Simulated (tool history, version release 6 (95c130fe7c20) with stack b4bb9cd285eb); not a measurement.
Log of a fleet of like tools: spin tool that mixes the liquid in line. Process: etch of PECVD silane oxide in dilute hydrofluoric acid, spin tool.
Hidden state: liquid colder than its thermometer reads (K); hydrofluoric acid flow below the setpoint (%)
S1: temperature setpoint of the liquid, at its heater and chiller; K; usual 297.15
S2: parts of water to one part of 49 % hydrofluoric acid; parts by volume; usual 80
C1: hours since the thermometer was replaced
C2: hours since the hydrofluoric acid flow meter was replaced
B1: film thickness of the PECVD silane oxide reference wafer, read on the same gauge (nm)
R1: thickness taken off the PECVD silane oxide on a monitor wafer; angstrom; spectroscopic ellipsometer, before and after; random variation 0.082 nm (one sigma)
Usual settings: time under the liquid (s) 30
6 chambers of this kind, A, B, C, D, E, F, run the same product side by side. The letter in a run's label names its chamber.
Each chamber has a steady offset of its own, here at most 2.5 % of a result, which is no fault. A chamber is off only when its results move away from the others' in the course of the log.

{"day": 0.454, "done": "chamber E: hydrofluoric acid flow meter replaced"}
{"run": "1F", "day": 0.479, "S1": 297.15, "S2": 80, "time under the liquid (s)": 30, "C1": 484, "C2": 2286.6, "B1": 150, "R1": 93.002}
{"run": "2B", "day": 0.946, "S1": 297.15, "S2": 80, "time under the liquid (s)": 30, "C1": 2219.7, "C2": 1044.7, "B1": 150, "R1": 93.706}
{"run": "3E", "day": 1.283, "S1": 297.15, "S2": 80, "time under the liquid (s)": 30, "C1": 347.3, "C2": 20, "B1": 150.01, "R1": 94.255}
{"run": "4C", "day": 1.604, "S1": 297.15, "S2": 80, "time under the liquid (s)": 30, "C1": 97.9, "C2": 231.6, "B1": 150, "R1": 93.337}
{"run": "5D", "day": 2.15, "S1": 297.15, "S2": 80, "time under the liquid (s)": 30, "C1": 426.1, "C2": 234.5, "B1": 150.02, "R1": 95.104}
{"run": "6A", "day": 2.542, "S1": 297.15, "S2": 80, "time under the liquid (s)": 30, "C1": 204.8, "C2": 2138.7, "B1": 150.01, "R1": 93.204}
{"run": "7B", "day": 3.088, "S1": 297.15, "S2": 80, "time under the liquid (s)": 30, "C1": 2271.1, "C2": 1096.1, "B1": 150, "R1": 93.477}
{"run": "8D", "day": 3.642, "S1": 294.65, "S2": 80, "time under the liquid (s)": 30, "C1": 461.9, "C2": 270.3, "B1": 150.02, "R1": 87.181}
{"run": "9C", "day": 4.333, "S1": 294.65, "S2": 80, "time under the liquid (s)": 30, "C1": 163.4, "C2": 297.1, "B1": 149.99, "R1": 84.341}
{"day": 4.7, "done": "chamber B: thermometer replaced"}
{"run": "10E", "day": 4.775, "S1": 294.65, "S2": 80, "time under the liquid (s)": 30, "C1": 431.1, "C2": 103.8, "B1": 150.03, "R1": 86.51}
{"run": "11A", "day": 5.421, "S1": 294.65, "S2": 80, "time under the liquid (s)": 30, "C1": 273.9, "C2": 2207.8, "B1": 150.01, "R1": 83.473}
{"run": "12F", "day": 5.871, "S1": 294.65, "S2": 80, "time under the liquid (s)": 30, "C1": 613.4, "C2": 2416, "B1": 150.04, "R1": 84.345}
{"day": 6.067, "done": "chamber F: thermometer replaced"}
{"run": "13E", "day": 6.2, "S1": 294.65, "S2": 80, "time under the liquid (s)": 30, "C1": 465.3, "C2": 138, "B1": 149.98, "R1": 83.508}
{"run": "14C", "day": 6.575, "S1": 297.15, "S2": 80, "time under the liquid (s)": 30, "C1": 217.2, "C2": 350.9, "B1": 149.98, "R1": 93.537}
{"day": 6.621, "done": "chamber F: hydrofluoric acid flow meter replaced"}
{"run": "15B", "day": 7.054, "S1": 297.15, "S2": 80, "time under the liquid (s)": 30, "C1": 56.6, "C2": 1191.3, "B1": 150.03, "R1": 94.41}
{"run": "16D", "day": 7.438, "S1": 297.15, "S2": 80, "time under the liquid (s)": 30, "C1": 553, "C2": 361.4, "B1": 150.02, "R1": 95.829}
{"run": "17F", "day": 7.8, "S1": 297.15, "S2": 80, "time under the liquid (s)": 30, "C1": 41.6, "C2": 28.3, "B1": 150, "R1": 93.601}
{"run": "18A", "day": 8.208, "S1": 297.15, "S2": 80, "time under the liquid (s)": 30, "C1": 340.8, "C2": 2274.7, "B1": 149.99, "R1": 94.528}
{"run": "19E", "day": 8.704, "S1": 294.65, "S2": 80, "time under the liquid (s)": 30, "C1": 525.4, "C2": 198.1, "B1": 150, "R1": 84.088}
{"run": "20A", "day": 9.133, "S1": 294.65, "S2": 80, "time under the liquid (s)": 30, "C1": 363, "C2": 2296.9, "B1": 150.02, "R1": 85.925}
{"run": "21C", "day": 9.554, "S1": 294.65, "S2": 80, "time under the liquid (s)": 30, "C1": 288.7, "C2": 422.4, "B1": 149.97, "R1": 85.014}
{"run": "22B", "day": 10.058, "S1": 294.65, "S2": 80, "time under the liquid (s)": 30, "C1": 128.7, "C2": 1263.4, "B1": 149.99, "R1": 83.77}
{"run": "23F", "day": 10.596, "S1": 294.65, "S2": 80, "time under the liquid (s)": 30, "C1": 108.7, "C2": 95.4, "B1": 149.98, "R1": 84.725}
{"run": "24D", "day": 11.021, "S1": 294.65, "S2": 80, "time under the liquid (s)": 30, "C1": 639, "C2": 447.4, "B1": 150.01, "R1": 86.854}
{"run": "25C", "day": 11.488, "S1": 297.15, "S2": 80, "time under the liquid (s)": 30, "C1": 335.1, "C2": 468.8, "B1": 150.01, "R1": 95.245}
{"run": "26D", "day": 12.162, "S1": 295.65, "S2": 95, "time under the liquid (s)": 30, "C1": 666.4, "C2": 474.8, "B1": 149.99, "R1": 74.506}
{"run": "27E", "day": 12.733, "S1": 295.65, "S2": 95, "time under the liquid (s)": 30, "C1": 622.1, "C2": 294.8, "B1": 150.05, "R1": 72.931}
{"run": "28B", "day": 13.088, "S1": 295.65, "S2": 95, "time under the liquid (s)": 30, "C1": 201.4, "C2": 1336.1, "B1": 149.98, "R1": 72.478}
{"run": "29A", "day": 13.392, "S1": 295.65, "S2": 95, "time under the liquid (s)": 30, "C1": 465.2, "C2": 2399.1, "B1": 150, "R1": 73.123}
{"run": "30F", "day": 14.029, "S1": 295.65, "S2": 95, "time under the liquid (s)": 30, "C1": 191.1, "C2": 177.8, "B1": 150.01, "R1": 71.99}
{"day": 14.196, "done": "chamber A: hydrofluoric acid flow meter replaced"}
{"run": "31F", "day": 14.717, "S1": 295.65, "S2": 95, "time under the liquid (s)": 30, "C1": 207.6, "C2": 194.3, "B1": 149.99, "R1": 72.425}
{"run": "32E", "day": 15.212, "S1": 292.65, "S2": 80, "time under the liquid (s)": 50, "C1": 681.6, "C2": 354.3, "B1": 150.03, "R1": 131.83}
{"run": "33D", "day": 15.883, "S1": 292.65, "S2": 80, "time under the liquid (s)": 50, "C1": 755.7, "C2": 564.1, "B1": 149.99, "R1": 131.47}
{"run": "34A", "day": 16.188, "S1": 292.65, "S2": 80, "time under the liquid (s)": 50, "C1": 532.3, "C2": 47.9, "B1": 150.05, "R1": 131.08}
{"run": "35C", "day": 16.742, "S1": 292.65, "S2": 80, "time under the liquid (s)": 50, "C1": 461.2, "C2": 594.9, "B1": 150, "R1": 129.81}
{"run": "36B", "day": 17.046, "S1": 292.65, "S2": 80, "time under the liquid (s)": 50, "C1": 296.4, "C2": 1431.1, "B1": 150.02, "R1": 131.56}
{"run": "37E", "day": 17.596, "S1": 292.65, "S2": 80, "time under the liquid (s)": 50, "C1": 738.8, "C2": 411.5, "B1": 149.99, "R1": 131.33}
{"run": "38F", "day": 18.175, "S1": 297.15, "S2": 80, "time under the liquid (s)": 30, "C1": 290.6, "C2": 277.3, "B1": 149.99, "R1": 92.801}
{"run": "39A", "day": 18.779, "S1": 297.15, "S2": 80, "time under the liquid (s)": 30, "C1": 594.5, "C2": 110.1, "B1": 150, "R1": 93.237}

What goes on in this fleet: one chamber off, a drifting gauge, or nothing beyond the chambers' own small offsets? Name the chamber and the cause, if any.

No chamber stands off beyond its own small offset, and the gauge holds steady.

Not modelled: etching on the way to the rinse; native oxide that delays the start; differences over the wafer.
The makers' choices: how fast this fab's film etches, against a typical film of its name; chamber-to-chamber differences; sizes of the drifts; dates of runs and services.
